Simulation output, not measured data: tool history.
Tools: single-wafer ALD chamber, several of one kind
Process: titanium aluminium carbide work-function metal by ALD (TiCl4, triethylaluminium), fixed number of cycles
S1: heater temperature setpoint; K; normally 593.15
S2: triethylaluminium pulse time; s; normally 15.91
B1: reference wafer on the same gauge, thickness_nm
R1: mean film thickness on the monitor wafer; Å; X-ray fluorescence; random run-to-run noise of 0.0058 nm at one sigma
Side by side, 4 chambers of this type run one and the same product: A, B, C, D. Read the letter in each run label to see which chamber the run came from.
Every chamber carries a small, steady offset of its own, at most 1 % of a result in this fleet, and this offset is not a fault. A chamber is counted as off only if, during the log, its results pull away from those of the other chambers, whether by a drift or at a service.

{"run": "1D", "hour": 9.2, "S1": 593.15, "S2": 15.91, "B1": 2.0005, "R1": 22.514}
{"run": "2C", "hour": 14.7, "S1": 593.15, "S2": 15.91, "B1": 2.0007, "R1": 22.335}
{"run": "3A", "hour": 24.6, "S1": 593.15, "S2": 15.91, "B1": 2.0008, "R1": 22.383}
{"run": "4B", "hour": 31.4, "S1": 593.15, "S2": 15.91, "B1": 1.9997, "R1": 22.464}
{"run": "5C", "hour": 38.2, "S1": 593.15, "S2": 15.91, "B1": 2.0001, "R1": 22.436}
{"run": "6A", "hour": 45.8, "S1": 593.15, "S2": 15.91, "B1": 2.0007, "R1": 22.504}
{"run": "7B", "hour": 50.6, "S1": 593.15, "S2": 15.91, "B1": 2.0004, "R1": 22.48}
{"run": "8D", "hour": 59.7, "S1": 593.15, "S2": 15.91, "B1": 2, "R1": 22.491}
{"run": "9A", "hour": 67.1, "S1": 593.15, "S2": 15.91, "B1": 2.0008, "R1": 22.308}
{"run": "10B", "hour": 72.1, "S1": 593.15, "S2": 15.91, "B1": 2.0002, "R1": 22.416}
{"run": "11C", "hour": 82.2, "S1": 593.15, "S2": 15.91, "B1": 2.0004, "R1": 22.405}
{"run": "12D", "hour": 87.3, "S1": 583.15, "S2": 20.2, "B1": 2.0009, "R1": 21.502}
{"run": "13D", "hour": 97.0, "S1": 583.15, "S2": 20.2, "B1": 2, "R1": 21.628}
{"run": "14B", "hour": 104.3, "S1": 583.15, "S2": 20.2, "B1": 2.0001, "R1": 21.643}
{"run": "15C", "hour": 112.7, "S1": 583.15, "S2": 20.2, "B1": 1.9998, "R1": 21.59}
{"run": "16A", "hour": 118.9, "S1": 593.15, "S2": 15.91, "B1": 1.999, "R1": 22.425}
{"run": "17B", "hour": 124.1, "S1": 602.15, "S2": 10.54, "B1": 2.0003, "R1": 22.687}
{"run": "18C", "hour": 132.7, "S1": 602.15, "S2": 10.54, "B1": 2.0014, "R1": 22.751}
{"run": "19A", "hour": 140.1, "S1": 602.15, "S2": 10.54, "B1": 2, "R1": 22.673}
{"run": "20D", "hour": 147.9, "S1": 602.15, "S2": 10.54, "B1": 1.9999, "R1": 22.756}
{"run": "21D", "hour": 157.5, "S1": 593.15, "S2": 15.91, "B1": 1.9991, "R1": 22.378}
{"run": "22A", "hour": 163.5, "S1": 593.15, "S2": 15.91, "B1": 1.9982, "R1": 22.551}
{"run": "23C", "hour": 172.9, "S1": 593.15, "S2": 15.91, "B1": 2.0003, "R1": 22.476}
{"run": "24B", "hour": 179.9, "S1": 593.15, "S2": 15.91, "B1": 1.9997, "R1": 22.487}
{"run": "25B", "hour": 190.4, "S1": 593.15, "S2": 15.91, "B1": 2.0004, "R1": 22.378}
{"run": "26D", "hour": 197.4, "S1": 593.15, "S2": 15.91, "B1": 1.9993, "R1": 22.379}
{"run": "27A", "hour": 202.4, "S1": 593.15, "S2": 15.91, "B1": 1.9994, "R1": 22.361}
{"run": "28C", "hour": 208.1, "S1": 593.15, "S2": 15.91, "B1": 1.9999, "R1": 22.27}
{"run": "29D", "hour": 215.3, "S1": 593.15, "S2": 15.91, "B1": 1.9994, "R1": 22.378}
{"run": "30B", "hour": 223.0, "S1": 593.15, "S2": 15.91, "B1": 2.0005, "R1": 22.419}
{"run": "31A", "hour": 232.2, "S1": 593.15, "S2": 15.91, "B1": 1.9993, "R1": 22.446}
{"run": "32C", "hour": 240.5, "S1": 593.15, "S2": 15.91, "B1": 2.0012, "R1": 22.388}
{"run": "33D", "hour": 251.1, "S1": 593.15, "S2": 15.91, "B1": 1.9996, "R1": 22.392}
{"run": "34B", "hour": 258.5, "S1": 593.15, "S2": 13.84, "B1": 2.0006, "R1": 22.369}
{"run": "35C", "hour": 265.4, "S1": 593.15, "S2": 13.84, "B1": 1.9996, "R1": 22.362}
{"run": "36A", "hour": 272.1, "S1": 593.15, "S2": 13.84, "B1": 1.9996, "R1": 22.288}
{"run": "37B", "hour": 278.8, "S1": 593.15, "S2": 13.84, "B1": 2.001, "R1": 22.385}
{"run": "38D", "hour": 287.1, "S1": 593.15, "S2": 15.91, "B1": 1.999, "R1": 22.413}
{"run": "39A", "hour": 294.3, "S1": 593.15, "S2": 20.62, "B1": 1.9994, "R1": 22.414}

All 4 chambers run these settings next. Forecast each chamber's results:
{"run": "40A", "hour": 301.9, "S1": 593.15, "S2": 15.91, "R1": "?"}
{"run": "40B", "hour": 301.9, "S1": 593.15, "S2": 15.91, "R1": "?"}
{"run": "40C", "hour": 301.9, "S1": 593.15, "S2": 15.91, "R1": "?"}
{"run": "40D", "hour": 301.9, "S1": 593.15, "S2": 15.91, "R1": "?"}

run=40A R1=22.35
run=40B R1=22.372
run=40C R1=22.362
run=40D R1=22.355
